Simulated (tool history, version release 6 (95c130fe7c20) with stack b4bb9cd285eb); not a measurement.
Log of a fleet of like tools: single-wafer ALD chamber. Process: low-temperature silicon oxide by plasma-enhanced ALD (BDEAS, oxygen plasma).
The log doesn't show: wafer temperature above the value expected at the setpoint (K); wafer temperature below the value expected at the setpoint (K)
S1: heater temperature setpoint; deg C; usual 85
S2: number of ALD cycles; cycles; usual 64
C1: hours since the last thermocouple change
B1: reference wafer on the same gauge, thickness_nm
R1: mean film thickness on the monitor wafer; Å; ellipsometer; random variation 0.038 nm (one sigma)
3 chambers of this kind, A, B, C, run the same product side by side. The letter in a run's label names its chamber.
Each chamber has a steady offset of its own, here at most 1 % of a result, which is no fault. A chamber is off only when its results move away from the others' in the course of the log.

run   hour  S1  S2      C1      B1       R1
 1A    5.3  85  64  2196.8  8.6395   96.255
 2B    8.1  85  64  1283.4  8.6441   97.098
 3C   13.4  85  64   233.0  8.6400   96.855
 4B   17.1  85  64  1292.4  8.6362   96.804
 5A   22.6  76  69  2214.1  8.6385  107.410
 6C   26.4  76  69   246.0  8.6321  107.410
 7B   32.0  76  69  1307.3  8.6375  107.600
 8A   37.7  85  64  2229.2  8.6439   96.133
 9C   43.7  85  64   263.3  8.6383   96.550
10A   48.9  85  64  2240.4  8.6362   96.410
11C   53.0  85  64   272.6  8.6383   97.127
12B   57.0  85  64  1332.3  8.6366   95.931
13A   61.6  85  64  2253.1  8.6404   96.378
14B   65.3  85  64  1340.6  8.6428   96.931
15C   69.0  79  64   288.6  8.6285   98.710
      72.4  -- chamber A: thermocouple changed; heater temperature recalibrated
16A   73.8  79  64     1.4  8.6434   96.368
17C   77.3  79  64   296.9  8.6428   98.747
18B   80.9  85  64  1356.2  8.6428   95.974
19B   85.3  85  64  1360.6  8.6365   97.015
20C   90.6  85  64   310.2  8.6449   97.273
21A   94.5  85  64    22.1  8.6496   93.899
22A  100.4  85  64    28.0  8.6319   94.855
23B  103.8  85  64  1379.1  8.6419   96.313
24C  109.1  85  64   328.7  8.6350   96.317
25C  112.3  85  56   331.9  8.6432   84.742
26B  117.6  85  56  1392.9  8.6483   84.699
27A  120.9  85  56    48.5  8.6362   82.191
28A  124.5  85  64    52.1  8.6361   93.941
29C  129.7  76  64   349.3  8.6369   99.892
30B  132.9  76  64  1408.2  8.6430  100.040
31C  135.7  76  64   355.3  8.6323  100.790
32A  139.2  91  64    66.8  8.6346   92.083
33B  143.4  91  64  1418.7  8.6357   94.446
34C  148.6  91  64   368.2  8.6350   95.428
35B  152.8  94  57  1428.1  8.6386   83.188
36A  156.3  94  57    83.9  8.6404   81.305
37B  160.5  94  57  1435.8  8.6353   84.058
38A  166.3  85  64    93.9  8.6490   94.161

All 3 chambers run these settings next. Forecast each chamber's results:
39A  170.6  85  64           ?
39B  170.6  85  64           ?
39C  170.6  85  64           ?

run      R1
39A  94.195
39B  96.370
39C  96.982
